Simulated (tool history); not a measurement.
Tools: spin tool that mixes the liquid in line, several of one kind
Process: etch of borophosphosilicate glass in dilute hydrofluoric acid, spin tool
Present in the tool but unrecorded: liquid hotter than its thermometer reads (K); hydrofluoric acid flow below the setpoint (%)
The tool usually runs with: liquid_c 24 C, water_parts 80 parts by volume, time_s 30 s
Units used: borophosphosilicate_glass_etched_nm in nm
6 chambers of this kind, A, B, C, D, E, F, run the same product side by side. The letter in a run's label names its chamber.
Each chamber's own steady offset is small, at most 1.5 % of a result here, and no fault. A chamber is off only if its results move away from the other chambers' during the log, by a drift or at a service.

run   hour  liquid_c  water_parts  time_s  hours since the thermometer was replaced  hours since the hydrofluoric acid flow meter was replaced  read-back film thickness of the borophosphosilicate glass reference wafer, read on the same gauge (nm)  borophosphosilicate_glass_etched_nm
 1A    8.3        24           80      30                                    1201.5                                                      164.9                                                                                                  110.02                               28.783
 2D   15.1        24           80      30                                     424.9                                                       1487                                                                                                  110.01                               28.439
 3C   24.3        24           80      30                                    1881.8                                                      570.6                                                                                                  109.97                               28.082
 4F   32.4        24           80      30                                     494.5                                                        514                                                                                                     110                               28.536
 5B   46.9        24           80      30                                       666                                                       97.4                                                                                                     110                               29.341
 6E   59.2        24           80      30                                     470.2                                                      382.1                                                                                                  110.04                                 29.2
 7F     67        24           80      30                                     529.1                                                      548.6                                                                                                     110                               28.913
 8E   79.9        24           80      30                                     490.9                                                      402.8                                                                                                  109.99                               29.046
 9A   89.8        24           80      30                                      1283                                                      246.4                                                                                                  109.97                               28.661
10D    102        21           80      40                                     511.8                                                     1573.9                                                                                                  109.99                               33.612
11C  116.8        21           80      40                                    1974.3                                                      663.1                                                                                                  109.99                               33.731
12B  127.2        21           80      40                                     746.3                                                      177.7                                                                                                  110.01                               34.853
13E  142.4        21           80      40                                     553.4                                                      465.3                                                                                                  109.99                               34.702
14F  151.7        21           80      40                                     613.8                                                      633.3                                                                                                  110.02                               34.176
15B  158.4        21           80      40                                     777.5                                                      208.9                                                                                                  110.02                                34.03
16D  165.4        24          115      30                                     575.2                                                     1637.3                                                                                                  109.96                               18.995
17A  177.9        24          115      30                                    1371.1                                                      334.5                                                                                                  110.01                               18.897
18C  190.6        24          115      30                                    2048.1                                                      736.9                                                                                                  110.04                               18.952
19F  198.9        24          115      30                                       661                                                      680.5                                                                                                  110.03                               19.607
20E  209.4        24          115      30                                     620.4                                                      532.3                                                                                                  110.01                               19.808
21A  218.7        24          115      30                                    1411.9                                                      375.3                                                                                                  109.98                                19.13
22B  229.2        22           80      30                                     848.3                                                      279.7                                                                                                  110.02                               26.924
23D  237.7        22           80      30                                     647.5                                                     1709.6                                                                                                  109.98                               26.587
24C  247.6        22           80      30                                    2105.1                                                      793.9                                                                                                  110.02                               26.087
25D  262.4        22           80      30                                     672.2                                                     1734.3                                                                                                  109.98                               26.263
26C    269        22           80      30                                    2126.5                                                      815.3                                                                                                  110.01                                26.18
27A    284        22           80      30                                    1477.2                                                      440.6                                                                                                  109.98                               26.595
28E  295.6      28.5           95      30                                     706.6                                                      618.5                                                                                                  109.97                               29.431
     299.5  -- chamber B: thermometer replaced
29F  305.5      28.5           95      30                                     767.6                                                      787.1                                                                                                  110.01                               28.972
30B  315.9      28.5           95      30                                      16.5                                                      366.4                                                                                                  110.01                               28.609
     320.1  -- chamber C: hydrofluoric acid flow meter replaced
31E  324.1      28.5           95      30                                     735.1                                                        647                                                                                                  109.99                               29.432
32D  330.8      28.5           95      30                                     740.6                                                     1802.7                                                                                                  109.98                               28.393
33F  339.5      28.5           95      30                                     801.6                                                      821.1                                                                                                     110                               28.568
34B    347        24           55      30                                      47.6                                                      397.5                                                                                                  109.99                               44.083
35C  361.2        24           55      30                                    2218.7                                                       41.2                                                                                                  109.99                               42.876
36A  370.8        24           55      30                                      1564                                                      527.4                                                                                                  109.99                               42.759
37D  380.4        24           55      30                                     790.2                                                     1852.3                                                                                                  109.96                               44.006

Read the log: is a single chamber off, either drifting away or since a service, is the gauge that measures every chamber drifting, or is nothing wrong beyond small per-chamber offsets? Name any odd chamber and what most likely caused it.

It is chamber E that slowly wanders off from its peers.
Cause: liquid hotter than its thermometer reads (K) = 1.21.
With only this log, it may be confused with: hydrofluoric acid flow above the setpoint (%).

Which of the 4 candidates below, each the usual settings with something changed and its results left as question marks, puts chamber E back in line with what the other chambers give on the usual settings?
In-line tolerance around the mean of the other chambers on the usual settings: borophosphosilicate_glass_etched_nm 0.77 nm
38E-1  391.3        27           80      30                                                                                                                                                                                                                                                 ?
38E-2  391.3      25.5           80      30                                                                                                                                                                                                                                                 ?
38E-3  391.3        21           80      30                                                                                                                                                                                                                                                 ?
38E-4  391.3      22.5           80      30                                                                                                                                                                                                                                                 ?

The mean the other chambers reach with the usual settings: borophosphosilicate_glass_etched_nm 28.793 nm
  run  borophosphosilicate_glass_etched_nm
38E-1                               34.147
38E-2                               32.231
38E-3                                26.98
38E-4                               28.649
38E-4 is the one that brings the chamber's results back in line with the other chambers.
